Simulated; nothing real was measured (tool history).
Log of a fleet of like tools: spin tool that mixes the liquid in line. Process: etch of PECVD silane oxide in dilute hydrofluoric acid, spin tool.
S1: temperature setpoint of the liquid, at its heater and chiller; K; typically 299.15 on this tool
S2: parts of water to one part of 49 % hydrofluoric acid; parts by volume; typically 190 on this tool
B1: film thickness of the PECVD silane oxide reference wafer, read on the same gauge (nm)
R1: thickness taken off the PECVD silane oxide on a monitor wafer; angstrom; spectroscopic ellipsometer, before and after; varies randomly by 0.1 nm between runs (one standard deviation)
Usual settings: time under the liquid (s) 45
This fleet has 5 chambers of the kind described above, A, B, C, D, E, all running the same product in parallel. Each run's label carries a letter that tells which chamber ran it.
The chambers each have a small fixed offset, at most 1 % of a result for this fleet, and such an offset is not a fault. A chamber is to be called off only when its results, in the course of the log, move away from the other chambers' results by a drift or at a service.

Run 1A, hour 10.6: usual settings; B1 40.01. Result: R1 116.24 angstrom.
Run 2E, hour 20.2: usual settings; B1 40.034. Result: R1 114.4 angstrom.
Run 3C, hour 27.9: usual settings; B1 39.962. Result: R1 114.55 angstrom.
Run 4B, hour 35.6: usual settings; B1 39.974. Result: R1 116.31 angstrom.
Run 5D, hour 42.5: usual settings; B1 40.032. Result: R1 113.06 angstrom.
Run 6E, hour 50.3: usual settings; B1 39.998. Result: R1 115.77 angstrom.
Run 7A, hour 63.2: usual settings; B1 39.944. Result: R1 114.93 angstrom.
Run 8B, hour 70: usual settings; B1 40.01. Result: R1 116.43 angstrom.
Run 9C, hour 84.2: usual settings; B1 40.021. Result: R1 114.72 angstrom.
Run 10D, hour 97: usual settings; B1 40.022. Result: R1 113.95 angstrom.
Run 11C, hour 109.3: usual settings; B1 40.002. Result: R1 113.27 angstrom.
Run 12D, hour 123.7: usual settings; B1 40.004. Result: R1 114.01 angstrom.
Run 13E, hour 132.6: usual settings but S2 225 parts by volume; B1 40.014. Result: R1 95.634 angstrom.
Run 14A, hour 139.3: usual settings but S2 225 parts by volume; B1 39.96. Result: R1 94.664 angstrom.
Run 15B, hour 151.3: usual settings but S2 225 parts by volume; B1 40.009. Result: R1 93.274 angstrom.
Run 16A, hour 160.9: usual settings but S2 225 parts by volume; B1 40.03. Result: R1 94.105 angstrom.
Run 17E, hour 172.7: usual settings but S2 225 parts by volume; B1 39.998. Result: R1 96.737 angstrom.
Run 18D, hour 186.8: usual settings but S1 295.15 K; B1 39.973. Result: R1 97.583 angstrom.
Run 19B, hour 198.4: usual settings but S1 295.15 K; B1 40.005. Result: R1 102.13 angstrom.
At hour 199: chamber C: thermometer replaced.
Run 20C, hour 208.5: usual settings but S1 295.15 K; B1 40.02. Result: R1 99.142 angstrom.
Run 21B, hour 220.8: usual settings but S1 295.15 K; B1 40.006. Result: R1 100.43 angstrom.
At hour 223.5: chamber A: thermometer replaced.
Run 22C, hour 231.8: usual settings but S1 295.15 K; B1 39.976. Result: R1 97.846 angstrom.
Run 23E, hour 239.3: usual settings; B1 40.018. Result: R1 120.2 angstrom.
Run 24A, hour 246: usual settings; B1 40.046. Result: R1 113.05 angstrom.
Run 25D, hour 256: usual settings; B1 39.967. Result: R1 114.17 angstrom.
Run 26B, hour 270.4: usual settings but time under the liquid (s) 25; B1 40.06. Result: R1 63.944 angstrom.
Run 27E, hour 277.5: usual settings but time under the liquid (s) 25; B1 39.994. Result: R1 67.334 angstrom.
Run 28D, hour 287.6: usual settings but time under the liquid (s) 25; B1 39.993. Result: R1 63.899 angstrom.
Run 29C, hour 294.9: usual settings but time under the liquid (s) 25; B1 39.969. Result: R1 63.57 angstrom.
Run 30A, hour 304.1: usual settings but time under the liquid (s) 25; B1 40.021. Result: R1 63.802 angstrom.
Run 31A, hour 310.8: usual settings; B1 39.984. Result: R1 115.58 angstrom.
Run 32B, hour 324.8: usual settings but time under the liquid (s) 65; B1 39.984. Result: R1 164.96 angstrom.

What goes on in this fleet: one chamber off, a drifting gauge, or nothing beyond the chambers' own small offsets? Name the chamber and the cause, if any.

It is chamber E that slowly wanders off from its peers.
Likeliest cause: hydrofluoric acid flow above the setpoint (%) = 5.84.
The log might look much the same if the cause were instead: liquid hotter than its thermometer reads (K).

Here are 4 candidates for chamber E's next run, each the usual settings with a change, their results left as question marks. Which one brings its results back in line with what the others give on the usual settings?
In-line tolerance around the mean of the other chambers on the usual settings: R1 3.5 angstrom
Run 33E-1, hour 335.2: usual settings but S1 297.15 K. Result: R1 ?.
Run 33E-2, hour 335.2: usual settings but S1 298.65 K. Result: R1 ?.
Run 33E-3, hour 335.2: usual settings but S1 299.65 K. Result: R1 ?.
Run 33E-4, hour 335.2: usual settings but S2 180 parts by volume. Result: R1 ?.

Usual-settings mean across the other chambers: R1 114.91 angstrom
  run      R1
33E-1  114.32
33E-2  120.87
33E-3  125.38
33E-4  131.38
It is 33E-1 that realigns the chamber with its peers.
